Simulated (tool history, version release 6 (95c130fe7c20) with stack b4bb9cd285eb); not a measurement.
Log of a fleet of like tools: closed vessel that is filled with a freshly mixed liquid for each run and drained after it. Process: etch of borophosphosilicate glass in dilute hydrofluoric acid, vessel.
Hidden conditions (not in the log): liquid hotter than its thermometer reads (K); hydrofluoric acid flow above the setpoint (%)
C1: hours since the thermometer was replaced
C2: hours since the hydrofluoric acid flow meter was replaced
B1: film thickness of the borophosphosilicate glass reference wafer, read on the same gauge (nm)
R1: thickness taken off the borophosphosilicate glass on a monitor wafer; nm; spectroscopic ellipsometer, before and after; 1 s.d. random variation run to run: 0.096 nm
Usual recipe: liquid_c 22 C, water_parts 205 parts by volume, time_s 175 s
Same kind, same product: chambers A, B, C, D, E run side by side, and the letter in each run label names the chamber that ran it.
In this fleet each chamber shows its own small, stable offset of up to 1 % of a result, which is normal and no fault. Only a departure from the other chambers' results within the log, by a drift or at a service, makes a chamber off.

Run 1B, hour 6.2: usual settings; C1 495.8; C2 282.4; B1 60.067. Result: R1 29.95 nm.
Run 2C, hour 15.8: usual settings; C1 2134.3; C2 656.2; B1 60.021. Result: R1 29.476 nm.
Run 3D, hour 24.9: usual settings; C1 314; C2 1920.6; B1 60.006. Result: R1 29.833 nm.
Run 4E, hour 33.1: usual settings; C1 183.4; C2 1937; B1 59.993. Result: R1 29.435 nm.
Run 5A, hour 42.9: usual settings; C1 1327; C2 131.1; B1 59.986. Result: R1 29.422 nm.
Run 6E, hour 55.1: usual settings; C1 205.4; C2 1959; B1 60.031. Result: R1 29.451 nm.
Run 7C, hour 67.6: usual settings; C1 2186.1; C2 708; B1 60.055. Result: R1 29.468 nm.
Run 8A, hour 74.6: usual settings; C1 1358.7; C2 162.8; B1 60. Result: R1 29.468 nm.
Run 9D, hour 82.5: usual settings; C1 371.6; C2 1978.2; B1 59.993. Result: R1 29.879 nm.
At hour 87.6: chamber D: hydrofluoric acid flow meter replaced.
Run 10B, hour 93: usual settings; C1 582.6; C2 369.2; B1 59.974. Result: R1 29.796 nm.
Run 11A, hour 101.1: usual settings but liquid_c 19.5 C, water_parts 110 parts by volume; C1 1385.2; C2 189.3; B1 60.054. Result: R1 55.366 nm.
Run 12B, hour 113.7: usual settings but liquid_c 19.5 C, water_parts 110 parts by volume; C1 603.3; C2 389.9; B1 60.013. Result: R1 55.036 nm.
Run 13D, hour 121.3: usual settings but liquid_c 19.5 C, water_parts 110 parts by volume; C1 410.4; C2 33.7; B1 59.965. Result: R1 56.217 nm.
Run 14C, hour 128.8: usual settings but liquid_c 19.5 C, water_parts 110 parts by volume; C1 2247.3; C2 769.2; B1 59.994. Result: R1 54.662 nm.
Run 15E, hour 136.8: usual settings but liquid_c 19.5 C, water_parts 110 parts by volume; C1 287.1; C2 2040.7; B1 60.022. Result: R1 55.974 nm.
Run 16E, hour 149.9: usual settings; C1 300.2; C2 2053.8; B1 59.948. Result: R1 29.383 nm.
Run 17D, hour 156: usual settings; C1 445.1; C2 68.4; B1 60.005. Result: R1 29.73 nm.
Run 18C, hour 163.6: usual settings; C1 2282.1; C2 804; B1 60.01. Result: R1 29.367 nm.
Run 19B, hour 173.6: usual settings; C1 663.2; C2 449.8; B1 60.041. Result: R1 29.847 nm.
Run 20A, hour 181.3: usual settings; C1 1465.4; C2 269.5; B1 59.963. Result: R1 29.495 nm.
Run 21E, hour 193.8: usual settings; C1 344.1; C2 2097.7; B1 59.995. Result: R1 29.631 nm.
At hour 202.6: chamber B: thermometer replaced.
Run 22A, hour 207: usual settings but water_parts 285 parts by volume; C1 1491.1; C2 295.2; B1 59.972. Result: R1 19.537 nm.
Run 23B, hour 213.3: usual settings but water_parts 285 parts by volume; C1 10.8; C2 489.5; B1 59.974. Result: R1 19.924 nm.
Run 24D, hour 226: usual settings but water_parts 285 parts by volume; C1 515.1; C2 138.4; B1 60.004. Result: R1 19.81 nm.
Run 25C, hour 238.3: usual settings but water_parts 285 parts by volume; C1 2356.8; C2 878.7; B1 59.95. Result: R1 19.708 nm.
Run 26D, hour 247.3: usual settings but water_parts 285 parts by volume; C1 536.4; C2 159.7; B1 60.05. Result: R1 19.719 nm.
Run 27B, hour 257.6: usual settings; C1 55.1; C2 533.8; B1 60.033. Result: R1 29.827 nm.
Run 28A, hour 263.6: usual settings but liquid_c 25 C; C1 1547.7; C2 351.8; B1 59.99. Result: R1 32.901 nm.
At hour 267.1: chamber C: thermometer replaced.
Run 29C, hour 271.3: usual settings but liquid_c 25 C; C1 4.3; C2 911.7; B1 60.03. Result: R1 32.879 nm.
Run 30E, hour 282.8: usual settings but liquid_c 25 C; C1 433.1; C2 2186.7; B1 60.039. Result: R1 33.054 nm.
Run 31D, hour 289.7: usual settings but liquid_c 25 C; C1 578.8; C2 202.1; B1 60.031. Result: R1 33.322 nm.
Run 32B, hour 300.8: usual settings but liquid_c 25 C; C1 98.3; C2 577; B1 60. Result: R1 33.306 nm.
Run 33C, hour 313.9: usual settings; C1 46.9; C2 954.3; B1 59.96. Result: R1 29.309 nm.
Run 34E, hour 327.3: usual settings; C1 477.6; C2 2231.2; B1 60.034. Result: R1 29.517 nm.
Run 35A, hour 336.8: usual settings; C1 1620.9; C2 425; B1 59.978. Result: R1 29.449 nm.
Run 36A, hour 350.6: usual settings; C1 1634.7; C2 438.8; B1 59.968. Result: R1 29.514 nm.
Run 37E, hour 362.3: usual settings; C1 512.6; C2 2266.2; B1 59.948. Result: R1 29.492 nm.
Run 38D, hour 371.8: usual settings but liquid_c 26 C, time_s 240 s; C1 660.9; C2 284.2; B1 60.057. Result: R1 47.519 nm.
Run 39B, hour 380.8: usual settings but liquid_c 26 C, time_s 240 s; C1 178.3; C2 657; B1 59.987. Result: R1 47.39 nm.
Run 40C, hour 390.4: usual settings but liquid_c 26 C, time_s 240 s; C1 123.4; C2 1030.8; B1 60.014. Result: R1 46.287 nm.
Run 41B, hour 397.8: usual settings but liquid_c 26 C, time_s 240 s; C1 195.3; C2 674; B1 60.032. Result: R1 47.343 nm.
Run 42D, hour 409.5: usual settings but liquid_c 26 C, time_s 240 s; C1 698.6; C2 321.9; B1 59.989. Result: R1 47.384 nm.
Run 43C, hour 418.8: usual settings; C1 151.8; C2 1059.2; B1 60.023. Result: R1 29.418 nm.
Run 44A, hour 425.2: usual settings; C1 1709.3; C2 513.4; B1 59.997. Result: R1 29.456 nm.

For the next run the whole fleet of 5 chambers uses the same settings. Give each chamber's results:
Run 45A, hour 435.1: usual settings. Result: R1 ?.
Run 45B, hour 435.1: usual settings. Result: R1 ?.
Run 45C, hour 435.1: usual settings. Result: R1 ?.
Run 45D, hour 435.1: usual settings. Result: R1 ?.
Run 45E, hour 435.1: usual settings. Result: R1 ?.

run      R1
45A  29.402
45B   29.95
45C  29.375
45D  29.989
45E   29.64
